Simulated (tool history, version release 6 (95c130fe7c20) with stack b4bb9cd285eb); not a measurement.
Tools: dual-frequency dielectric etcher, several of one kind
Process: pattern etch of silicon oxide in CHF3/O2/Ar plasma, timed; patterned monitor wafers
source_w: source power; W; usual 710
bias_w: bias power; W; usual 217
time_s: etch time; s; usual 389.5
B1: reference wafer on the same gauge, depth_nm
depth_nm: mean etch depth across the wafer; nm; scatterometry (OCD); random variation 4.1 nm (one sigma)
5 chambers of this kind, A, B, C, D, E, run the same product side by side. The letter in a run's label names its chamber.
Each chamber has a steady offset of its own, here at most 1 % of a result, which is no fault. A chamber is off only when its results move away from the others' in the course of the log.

{"run": "1B", "hour": 8.1, "source_w": 710, "bias_w": 217, "time_s": 389.5, "B1": 1047.5, "depth_nm": 871.32}
{"hour": 8.9, "done": "chamber D: wet clean of the chamber"}
{"run": "2C", "hour": 14.1, "source_w": 710, "bias_w": 217, "time_s": 389.5, "B1": 1050.6, "depth_nm": 869.36}
{"run": "3D", "hour": 18.1, "source_w": 710, "bias_w": 217, "time_s": 389.5, "B1": 1049.3, "depth_nm": 871.63}
{"run": "4E", "hour": 24.9, "source_w": 710, "bias_w": 217, "time_s": 389.5, "B1": 1049, "depth_nm": 871.21}
{"run": "5A", "hour": 31.1, "source_w": 710, "bias_w": 217, "time_s": 389.5, "B1": 1050.2, "depth_nm": 886.46}
{"hour": 33.7, "done": "chamber A: wet clean of the chamber"}
{"hour": 36.2, "done": "chamber E: bias power generator calibrated"}
{"run": "6D", "hour": 37.4, "source_w": 710, "bias_w": 217, "time_s": 389.5, "B1": 1048.4, "depth_nm": 870.9}
{"run": "7A", "hour": 44.7, "source_w": 710, "bias_w": 217, "time_s": 389.5, "B1": 1049.8, "depth_nm": 870.89}
{"run": "8C", "hour": 51.2, "source_w": 710, "bias_w": 217, "time_s": 389.5, "B1": 1048.7, "depth_nm": 872.02}
{"run": "9E", "hour": 57.4, "source_w": 710, "bias_w": 217, "time_s": 389.5, "B1": 1049.4, "depth_nm": 871.28}
{"run": "10B", "hour": 65.3, "source_w": 710, "bias_w": 217, "time_s": 389.5, "B1": 1049.4, "depth_nm": 865.97}
{"run": "11A", "hour": 69.2, "source_w": 710, "bias_w": 217, "time_s": 389.5, "B1": 1049.5, "depth_nm": 888.57}
{"run": "12E", "hour": 73.9, "source_w": 710, "bias_w": 217, "time_s": 389.5, "B1": 1047.7, "depth_nm": 868.24}
{"run": "13B", "hour": 81.3, "source_w": 710, "bias_w": 217, "time_s": 389.5, "B1": 1050.3, "depth_nm": 867.38}
{"run": "14C", "hour": 88.5, "source_w": 710, "bias_w": 199, "time_s": 389.5, "B1": 1049.3, "depth_nm": 836.28}
{"run": "15D", "hour": 92.4, "source_w": 710, "bias_w": 199, "time_s": 389.5, "B1": 1050, "depth_nm": 845.21}
{"run": "16E", "hour": 96.5, "source_w": 710, "bias_w": 199, "time_s": 389.5, "B1": 1049.2, "depth_nm": 851.49}
{"run": "17B", "hour": 100.5, "source_w": 710, "bias_w": 199, "time_s": 389.5, "B1": 1049.2, "depth_nm": 845.4}
{"run": "18D", "hour": 104.5, "source_w": 710, "bias_w": 199, "time_s": 389.5, "B1": 1049.2, "depth_nm": 855.22}
{"run": "19C", "hour": 109.5, "source_w": 710, "bias_w": 217, "time_s": 389.5, "B1": 1049.4, "depth_nm": 862.55}
{"run": "20A", "hour": 116.5, "source_w": 710, "bias_w": 217, "time_s": 389.5, "B1": 1048.6, "depth_nm": 880.9}
{"run": "21A", "hour": 122.2, "source_w": 710, "bias_w": 262, "time_s": 448, "B1": 1047.9, "depth_nm": 1075.2}
{"run": "22E", "hour": 129.1, "source_w": 710, "bias_w": 262, "time_s": 448, "B1": 1048.6, "depth_nm": 1075.3}
{"run": "23B", "hour": 134.9, "source_w": 710, "bias_w": 262, "time_s": 448, "B1": 1049.2, "depth_nm": 1061.7}
{"run": "24C", "hour": 139.0, "source_w": 710, "bias_w": 262, "time_s": 448, "B1": 1047.7, "depth_nm": 1053.8}
{"run": "25D", "hour": 147.3, "source_w": 710, "bias_w": 262, "time_s": 448, "B1": 1048.7, "depth_nm": 1064.2}
{"run": "26D", "hour": 151.1, "source_w": 710, "bias_w": 217, "time_s": 389.5, "B1": 1048.2, "depth_nm": 869.07}
{"run": "27C", "hour": 155.1, "source_w": 710, "bias_w": 217, "time_s": 389.5, "B1": 1048.1, "depth_nm": 864.68}
{"run": "28A", "hour": 158.9, "source_w": 710, "bias_w": 217, "time_s": 389.5, "B1": 1049.5, "depth_nm": 884.32}
{"run": "29E", "hour": 162.6, "source_w": 710, "bias_w": 217, "time_s": 389.5, "B1": 1049.8, "depth_nm": 870.57}
{"run": "30B", "hour": 168.5, "source_w": 710, "bias_w": 217, "time_s": 389.5, "B1": 1049.7, "depth_nm": 865.37}
{"run": "31B", "hour": 175.9, "source_w": 710, "bias_w": 217, "time_s": 389.5, "B1": 1050.2, "depth_nm": 868.98}
{"run": "32A", "hour": 183.4, "source_w": 710, "bias_w": 217, "time_s": 389.5, "B1": 1049.5, "depth_nm": 875.96}
{"run": "33E", "hour": 187.1, "source_w": 710, "bias_w": 217, "time_s": 389.5, "B1": 1049.1, "depth_nm": 874.77}
{"run": "34C", "hour": 193.2, "source_w": 710, "bias_w": 217, "time_s": 487.5, "B1": 1048.6, "depth_nm": 1069.4}

All 5 chambers run these settings next. Forecast each chamber's results:
{"run": "35A", "hour": 199.3, "source_w": 820, "bias_w": 217, "time_s": 389.5, "depth_nm": "?"}
{"run": "35B", "hour": 199.3, "source_w": 820, "bias_w": 217, "time_s": 389.5, "depth_nm": "?"}
{"run": "35C", "hour": 199.3, "source_w": 820, "bias_w": 217, "time_s": 389.5, "depth_nm": "?"}
{"run": "35D", "hour": 199.3, "source_w": 820, "bias_w": 217, "time_s": 389.5, "depth_nm": "?"}
{"run": "35E", "hour": 199.3, "source_w": 820, "bias_w": 217, "time_s": 389.5, "depth_nm": "?"}

run=35A depth_nm=925.71
run=35B depth_nm=915.96
run=35C depth_nm=895.65
run=35D depth_nm=925.87
run=35E depth_nm=921.91
